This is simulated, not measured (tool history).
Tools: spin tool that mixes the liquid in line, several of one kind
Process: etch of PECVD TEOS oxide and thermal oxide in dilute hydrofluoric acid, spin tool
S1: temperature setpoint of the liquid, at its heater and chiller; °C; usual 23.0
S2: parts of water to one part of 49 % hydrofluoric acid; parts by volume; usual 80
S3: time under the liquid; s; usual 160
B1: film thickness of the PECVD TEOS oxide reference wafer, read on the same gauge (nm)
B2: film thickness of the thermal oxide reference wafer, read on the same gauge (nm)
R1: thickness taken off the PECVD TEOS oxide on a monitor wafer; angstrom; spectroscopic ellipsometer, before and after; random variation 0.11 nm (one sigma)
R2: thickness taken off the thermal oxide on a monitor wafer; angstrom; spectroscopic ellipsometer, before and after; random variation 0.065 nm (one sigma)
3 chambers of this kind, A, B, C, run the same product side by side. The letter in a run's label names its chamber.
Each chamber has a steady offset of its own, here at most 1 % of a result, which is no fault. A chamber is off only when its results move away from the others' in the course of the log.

Run 1A, hour 10.9: usual settings; B1 129.98; B2 90.022. Result: R1 288.22 angstrom, R2 93.969 angstrom.
Run 2B, hour 23.4: usual settings; B1 130.00; B2 89.982. Result: R1 288.13 angstrom, R2 93.693 angstrom.
Run 3C, hour 34.9: usual settings; B1 129.99; B2 89.958. Result: R1 285.16 angstrom, R2 92.674 angstrom.
Run 4B, hour 43.4: usual settings; B1 129.98; B2 90.041. Result: R1 288.52 angstrom, R2 93.164 angstrom.
Run 5A, hour 53.0: usual settings; B1 130.00; B2 89.956. Result: R1 287.42 angstrom, R2 93.965 angstrom.
Run 6C, hour 61.9: usual settings; B1 130.04; B2 89.999. Result: R1 284.47 angstrom, R2 92.722 angstrom.
Run 7C, hour 69.4: usual settings; B1 130.00; B2 89.999. Result: R1 285.26 angstrom, R2 91.724 angstrom.
Run 8A, hour 81.0: usual settings; B1 129.98; B2 89.993. Result: R1 289.04 angstrom, R2 92.449 angstrom.
Run 9B, hour 93.1: usual settings but S3 65 s; B1 130.00; B2 89.973. Result: R1 116.96 angstrom, R2 37.912 angstrom.
Run 10C, hour 104.1: usual settings but S3 65 s; B1 129.97; B2 89.971. Result: R1 116.28 angstrom, R2 37.451 angstrom.
Run 11B, hour 111.3: usual settings but S3 65 s; B1 129.99; B2 89.997. Result: R1 117.68 angstrom, R2 37.960 angstrom.
Run 12A, hour 119.2: usual settings but S2 45 parts by volume; B1 130.03; B2 90.038. Result: R1 533.04 angstrom, R2 170.620 angstrom.
Run 13B, hour 132.1: usual settings but S2 45 parts by volume; B1 130.00; B2 90.024. Result: R1 532.46 angstrom, R2 170.790 angstrom.
Run 14A, hour 140.8: usual settings but S2 45 parts by volume; B1 130.01; B2 89.967. Result: R1 529.12 angstrom, R2 174.330 angstrom.
Run 15C, hour 149.4: usual settings; B1 130.03; B2 90.030. Result: R1 287.18 angstrom, R2 92.575 angstrom.
Run 16C, hour 162.4: usual settings; B1 129.99; B2 90.005. Result: R1 284.98 angstrom, R2 92.692 angstrom.
Run 17A, hour 172.5: usual settings; B1 129.99; B2 90.012. Result: R1 288.97 angstrom, R2 94.865 angstrom.
Run 18B, hour 178.3: usual settings but S1 18.5 °C, S2 110 parts by volume; B1 130.00; B2 89.982. Result: R1 168.74 angstrom, R2 54.776 angstrom.
Run 19A, hour 188.3: usual settings but S1 18.5 °C, S2 110 parts by volume; B1 130.00; B2 90.016. Result: R1 170.25 angstrom, R2 54.648 angstrom.
Run 20C, hour 194.9: usual settings but S1 18.5 °C, S2 110 parts by volume; B1 130.00; B2 89.971. Result: R1 168.50 angstrom, R2 54.091 angstrom.
Run 21B, hour 207.6: usual settings; B1 130.00; B2 90.009. Result: R1 286.74 angstrom, R2 93.912 angstrom.
Run 22A, hour 216.9: usual settings; B1 129.99; B2 90.010. Result: R1 288.78 angstrom, R2 93.977 angstrom.
Run 23C, hour 225.8: usual settings; B1 130.00; B2 89.995. Result: R1 286.42 angstrom, R2 92.577 angstrom.
Run 24B, hour 232.1: usual settings; B1 129.98; B2 90.001. Result: R1 288.31 angstrom, R2 93.309 angstrom.

Next, every chamber runs the same settings. What will each give?
Run 25A, hour 241.4: usual settings. Result: R1 ?, R2 ?.
Run 25B, hour 241.4: usual settings. Result: R1 ?, R2 ?.
Run 25C, hour 241.4: usual settings. Result: R1 ?, R2 ?.

run      R1      R2
25A  290.01  94.526
25B  289.13  93.054
25C  283.93  91.723

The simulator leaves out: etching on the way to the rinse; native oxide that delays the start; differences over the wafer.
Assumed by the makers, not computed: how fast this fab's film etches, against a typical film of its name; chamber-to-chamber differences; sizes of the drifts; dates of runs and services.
